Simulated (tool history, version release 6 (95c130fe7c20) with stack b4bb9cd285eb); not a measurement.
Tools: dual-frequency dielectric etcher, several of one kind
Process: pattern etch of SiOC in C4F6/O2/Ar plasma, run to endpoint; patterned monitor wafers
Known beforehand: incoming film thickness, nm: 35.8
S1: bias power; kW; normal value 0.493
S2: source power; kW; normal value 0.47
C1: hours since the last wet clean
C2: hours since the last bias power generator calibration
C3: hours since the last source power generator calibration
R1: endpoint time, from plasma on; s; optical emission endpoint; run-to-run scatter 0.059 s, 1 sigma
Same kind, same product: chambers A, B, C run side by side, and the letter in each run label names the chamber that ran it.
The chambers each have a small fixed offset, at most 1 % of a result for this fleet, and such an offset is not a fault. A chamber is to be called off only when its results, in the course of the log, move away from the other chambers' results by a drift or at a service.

run 1C hour=7.5 | S1=0.493 S2=0.47 | C1=286.5 C2=1031.9 C3=2464.7 | R1=11.269
run 2A hour=12.8 | S1=0.493 S2=0.47 | C1=412.7 C2=2843.3 C3=1859.3 | R1=11.333
run 3B hour=17.7 | S1=0.493 S2=0.47 | C1=301.9 C2=2152.8 C3=281.6 | R1=11.349
run 4A hour=25.3 | S1=0.493 S2=0.47 | C1=425.2 C2=2855.8 C3=1871.8 | R1=11.308
run 5C hour=31.1 | S1=0.493 S2=0.47 | C1=310.1 C2=1055.5 C3=2488.3 | R1=11.35
run 6B hour=38.3 | S1=0.493 S2=0.47 | C1=322.5 C2=2173.4 C3=302.2 | R1=11.361
run 7A hour=44.1 | S1=0.431 S2=0.47 | C1=444 C2=2874.6 C3=1890.6 | R1=11.892
run 8C hour=50.4 | S1=0.431 S2=0.47 | C1=329.4 C2=1074.8 C3=2507.6 | R1=12.034
run 9B hour=57.6 | S1=0.431 S2=0.47 | C1=341.8 C2=2192.7 C3=321.5 | R1=11.832
run 10B hour=62.5 | S1=0.493 S2=0.47 | C1=346.7 C2=2197.6 C3=326.4 | R1=11.373
run 11C hour=70.2 | S1=0.493 S2=0.47 | C1=349.2 C2=1094.6 C3=2527.4 | R1=11.371
run 12A hour=75.9 | S1=0.493 S2=0.47 | C1=475.8 C2=2906.4 C3=1922.4 | R1=11.262
run 13C hour=80.3 | S1=0.493 S2=0.47 | C1=359.3 C2=1104.7 C3=2537.5 | R1=11.458
-- hour=84.4 chamber B: bias power generator calibrated
run 14A hour=88.3 | S1=0.493 S2=0.47 | C1=488.2 C2=2918.8 C3=1934.8 | R1=11.38
run 15B hour=93.3 | S1=0.493 S2=0.47 | C1=377.5 C2=9 C3=357.2 | R1=11.454
run 16B hour=98.5 | S1=0.564 S2=0.47 | C1=382.7 C2=14.2 C3=362.4 | R1=10.794
-- hour=104.6 chamber C: wet clean of the chamber
run 17C hour=106.9 | S1=0.564 S2=0.47 | C1=2.4 C2=1131.3 C3=2564.1 | R1=11.275
run 18A hour=116.1 | S1=0.564 S2=0.47 | C1=516 C2=2946.6 C3=1962.6 | R1=10.695
run 19C hour=125 | S1=0.493 S2=0.47 | C1=20.5 C2=1149.4 C3=2582.2 | R1=11.896
run 20A hour=131.8 | S1=0.493 S2=0.47 | C1=531.7 C2=2962.3 C3=1978.3 | R1=11.311
run 21B hour=138.6 | S1=0.493 S2=0.47 | C1=422.8 C2=54.3 C3=402.5 | R1=11.312
run 22C hour=145.6 | S1=0.493 S2=0.47 | C1=41.1 C2=1170 C3=2602.8 | R1=11.931
run 23B hour=152.9 | S1=0.44 S2=0.47 | C1=437.1 C2=68.6 C3=416.8 | R1=11.774
run 24A hour=160.8 | S1=0.44 S2=0.47 | C1=560.7 C2=2991.3 C3=2007.3 | R1=11.834
run 25C hour=169.9 | S1=0.44 S2=0.47 | C1=65.4 C2=1194.3 C3=2627.1 | R1=12.358
run 26A hour=176.8 | S1=0.493 S2=0.47 | C1=576.7 C2=3007.3 C3=2023.3 | R1=11.365

Predict what each chamber gives when all 3 of them run the settings below next.
run 27A hour=183.5 | S1=0.564 S2=0.47 | R1=?
run 27B hour=183.5 | S1=0.564 S2=0.47 | R1=?
run 27C hour=183.5 | S1=0.564 S2=0.47 | R1=?

run=27A R1=10.76
run=27B R1=10.742
run=27C R1=11.434

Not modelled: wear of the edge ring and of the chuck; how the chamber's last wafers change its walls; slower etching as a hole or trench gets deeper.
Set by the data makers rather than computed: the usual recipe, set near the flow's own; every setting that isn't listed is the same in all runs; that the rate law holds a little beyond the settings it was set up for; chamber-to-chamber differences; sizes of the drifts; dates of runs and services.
